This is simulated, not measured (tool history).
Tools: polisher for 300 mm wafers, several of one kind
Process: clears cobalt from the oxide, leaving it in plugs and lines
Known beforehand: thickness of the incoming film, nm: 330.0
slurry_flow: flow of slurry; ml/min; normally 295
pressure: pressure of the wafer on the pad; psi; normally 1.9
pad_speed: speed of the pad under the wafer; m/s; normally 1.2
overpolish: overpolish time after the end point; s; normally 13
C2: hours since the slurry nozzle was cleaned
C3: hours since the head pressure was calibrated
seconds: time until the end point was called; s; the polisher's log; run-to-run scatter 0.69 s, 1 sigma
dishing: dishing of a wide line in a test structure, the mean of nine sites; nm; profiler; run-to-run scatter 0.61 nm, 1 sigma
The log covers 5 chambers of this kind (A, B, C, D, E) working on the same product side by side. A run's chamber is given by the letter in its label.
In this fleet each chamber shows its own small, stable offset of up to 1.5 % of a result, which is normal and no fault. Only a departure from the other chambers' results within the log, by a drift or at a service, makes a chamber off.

-- hour=0.8 chamber D: slurry nozzle cleaned
-- hour=1.2 chamber B: worn pad replaced by a new one
run 1E hour=15.3 | slurry_flow=295 pressure=1.9 pad_speed=1.2 overpolish=13 | wafers_polished_on_this_pad=282 C2=324.8 C3=340.6 | seconds=61.245 dishing=48.323
run 2D hour=30.3 | slurry_flow=295 pressure=1.9 pad_speed=1.2 overpolish=13 | wafers_polished_on_this_pad=467 C2=29.6 C3=355.7 | seconds=60.071 dishing=47.871
run 3A hour=37.5 | slurry_flow=295 pressure=1.9 pad_speed=1.2 overpolish=13 | wafers_polished_on_this_pad=683 C2=184.5 C3=373 | seconds=61.51 dishing=48.57
run 4B hour=49.5 | slurry_flow=295 pressure=1.9 pad_speed=1.2 overpolish=13 | wafers_polished_on_this_pad=446 C2=343.4 C3=165.2 | seconds=60.206 dishing=48.248
-- hour=57.1 chamber E: head pressure recalibrated
run 5C hour=59.7 | slurry_flow=200 pressure=1.9 pad_speed=1.2 overpolish=13 | wafers_polished_on_this_pad=636 C2=175.2 C3=228.7 | seconds=63.297 dishing=47.392
-- hour=63 chamber C: worn pad replaced by a new one
run 6B hour=73.3 | slurry_flow=200 pressure=1.9 pad_speed=1.2 overpolish=13 | wafers_polished_on_this_pad=667 C2=367.2 C3=189 | seconds=63.471 dishing=46.135
-- hour=74.4 chamber E: worn pad replaced by a new one
-- hour=78.8 chamber D: worn pad replaced by a new one
-- hour=82.1 chamber B: worn pad replaced by a new one
-- hour=82.6 chamber A: worn pad replaced by a new one
run 7D hour=84.6 | slurry_flow=200 pressure=1.9 pad_speed=1.2 overpolish=13 | wafers_polished_on_this_pad=54 C2=83.9 C3=410 | seconds=64.28 dishing=45.746
run 8C hour=95.5 | slurry_flow=200 pressure=1.9 pad_speed=1.2 overpolish=13 | wafers_polished_on_this_pad=300 C2=211 C3=264.5 | seconds=63.372 dishing=45.798
run 9A hour=107.9 | slurry_flow=200 pressure=1.9 pad_speed=1.2 overpolish=13 | wafers_polished_on_this_pad=234 C2=254.9 C3=443.4 | seconds=65.065 dishing=48.279
run 10E hour=121.9 | slurry_flow=295 pressure=1.9 pad_speed=1.2 overpolish=13 | wafers_polished_on_this_pad=439 C2=431.4 C3=64.8 | seconds=61.261 dishing=48.564
-- hour=126.7 chamber B: slurry nozzle cleaned
run 11D hour=135.3 | slurry_flow=295 pressure=1.9 pad_speed=1.2 overpolish=13 | wafers_polished_on_this_pad=523 C2=134.6 C3=460.7 | seconds=61.702 dishing=47.268
-- hour=146.1 chamber E: worn pad replaced by a new one
run 12A hour=146.2 | slurry_flow=295 pressure=1.9 pad_speed=1.38 overpolish=13 | wafers_polished_on_this_pad=588 C2=293.2 C3=481.7 | seconds=52.24 dishing=53.444
-- hour=150.7 chamber C: worn pad replaced by a new one
-- hour=154.8 chamber C: slurry nozzle cleaned
run 13E hour=156.2 | slurry_flow=295 pressure=1.9 pad_speed=1.38 overpolish=13 | wafers_polished_on_this_pad=94 C2=465.7 C3=99.1 | seconds=52.513 dishing=51.676
-- hour=160.6 chamber B: worn pad replaced by a new one
run 14B hour=165.6 | slurry_flow=295 pressure=1.9 pad_speed=1.38 overpolish=13 | wafers_polished_on_this_pad=46 C2=39 C3=281.3 | seconds=54.578 dishing=52.604
run 15C hour=173.8 | slurry_flow=295 pressure=1.9 pad_speed=1.38 overpolish=13 | wafers_polished_on_this_pad=214 C2=19 C3=342.8 | seconds=51.698 dishing=52.627
-- hour=182.7 chamber D: worn pad replaced by a new one
run 16E hour=183 | slurry_flow=295 pressure=1.9 pad_speed=1.38 overpolish=13 | wafers_polished_on_this_pad=342 C2=492.5 C3=125.9 | seconds=52.798 dishing=53.708
-- hour=184 chamber D: head pressure recalibrated
run 17B hour=198.5 | slurry_flow=295 pressure=1.9 pad_speed=1.2 overpolish=13 | wafers_polished_on_this_pad=351 C2=71.9 C3=314.2 | seconds=61.423 dishing=48.717
-- hour=204.2 chamber A: worn pad replaced by a new one
run 18A hour=213.1 | slurry_flow=295 pressure=1.9 pad_speed=1.2 overpolish=13 | wafers_polished_on_this_pad=82 C2=360.1 C3=548.6 | seconds=61.587 dishing=48.482
run 19C hour=221.1 | slurry_flow=295 pressure=1.9 pad_speed=1.2 overpolish=13 | wafers_polished_on_this_pad=651 C2=66.3 C3=390.1 | seconds=59.695 dishing=48.086
-- hour=229.4 chamber B: worn pad replaced by a new one
-- hour=231.6 chamber C: worn pad replaced by a new one
run 20D hour=235.6 | slurry_flow=295 pressure=1.9 pad_speed=1.2 overpolish=13 | wafers_polished_on_this_pad=490 C2=234.9 C3=51.7 | seconds=61.472 dishing=48.839
-- hour=237.5 chamber E: worn pad replaced by a new one
run 21E hour=247.9 | slurry_flow=350 pressure=1.9 pad_speed=1.2 overpolish=13 | wafers_polished_on_this_pad=96 C2=557.4 C3=190.8 | seconds=59.808 dishing=48.694
run 22A hour=257.1 | slurry_flow=350 pressure=1.9 pad_speed=1.2 overpolish=13 | wafers_polished_on_this_pad=489 C2=404.1 C3=592.6 | seconds=61.443 dishing=48.654
run 23D hour=265 | slurry_flow=350 pressure=1.9 pad_speed=1.2 overpolish=13 | wafers_polished_on_this_pad=761 C2=264.3 C3=81.1 | seconds=59.613 dishing=48.157
-- hour=268 chamber D: slurry nozzle cleaned
run 24B hour=278.8 | slurry_flow=350 pressure=1.9 pad_speed=1.2 overpolish=13 | wafers_polished_on_this_pad=457 C2=152.2 C3=394.5 | seconds=60.554 dishing=47.527
run 25C hour=289.3 | slurry_flow=350 pressure=1.9 pad_speed=1.2 overpolish=13 | wafers_polished_on_this_pad=534 C2=134.5 C3=458.3 | seconds=58.767 dishing=49.527
-- hour=289.7 chamber D: worn pad replaced by a new one
-- hour=296.6 chamber B: worn pad replaced by a new one
run 26B hour=300.3 | slurry_flow=295 pressure=1.9 pad_speed=1.2 overpolish=13 | wafers_polished_on_this_pad=34 C2=173.7 C3=416 | seconds=60.69 dishing=47.776
run 27E hour=311.5 | slurry_flow=335 pressure=1.9 pad_speed=0.84 overpolish=13 | wafers_polished_on_this_pad=684 C2=621 C3=254.4 | seconds=87.193 dishing=37.768
-- hour=316.5 chamber A: worn pad replaced by a new one
-- hour=318.9 chamber C: worn pad replaced by a new one
run 28D hour=324 | slurry_flow=335 pressure=1.9 pad_speed=0.84 overpolish=13 | wafers_polished_on_this_pad=318 C2=56.1 C3=140.1 | seconds=85.022 dishing=38.271
run 29C hour=331.6 | slurry_flow=335 pressure=1.9 pad_speed=0.84 overpolish=13 | wafers_polished_on_this_pad=118 C2=176.8 C3=500.6 | seconds=85.759 dishing=37.374
run 30A hour=342.6 | slurry_flow=335 pressure=1.9 pad_speed=0.84 overpolish=13 | wafers_polished_on_this_pad=241 C2=489.6 C3=678.1 | seconds=84.853 dishing=38.178
run 31A hour=358 | slurry_flow=335 pressure=1.9 pad_speed=0.84 overpolish=13 | wafers_polished_on_this_pad=383 C2=505 C3=693.5 | seconds=85.358 dishing=39.061
run 32B hour=365.7 | slurry_flow=295 pressure=1.9 pad_speed=1.2 overpolish=13 | wafers_polished_on_this_pad=639 C2=239.1 C3=481.4 | seconds=61.643 dishing=48.267
run 33D hour=379.3 | slurry_flow=295 pressure=1.9 pad_speed=1.2 overpolish=13 | wafers_polished_on_this_pad=829 C2=111.4 C3=195.4 | seconds=61.167 dishing=48.258

Does one chamber stand apart from the rest, does the shared gauge drift, or is all well apart from small per-chamber offsets? Give the chamber and the most likely cause, where there is one.

The fleet is healthy, with each chamber sitting at its usual small offset and no drift in the gauge.

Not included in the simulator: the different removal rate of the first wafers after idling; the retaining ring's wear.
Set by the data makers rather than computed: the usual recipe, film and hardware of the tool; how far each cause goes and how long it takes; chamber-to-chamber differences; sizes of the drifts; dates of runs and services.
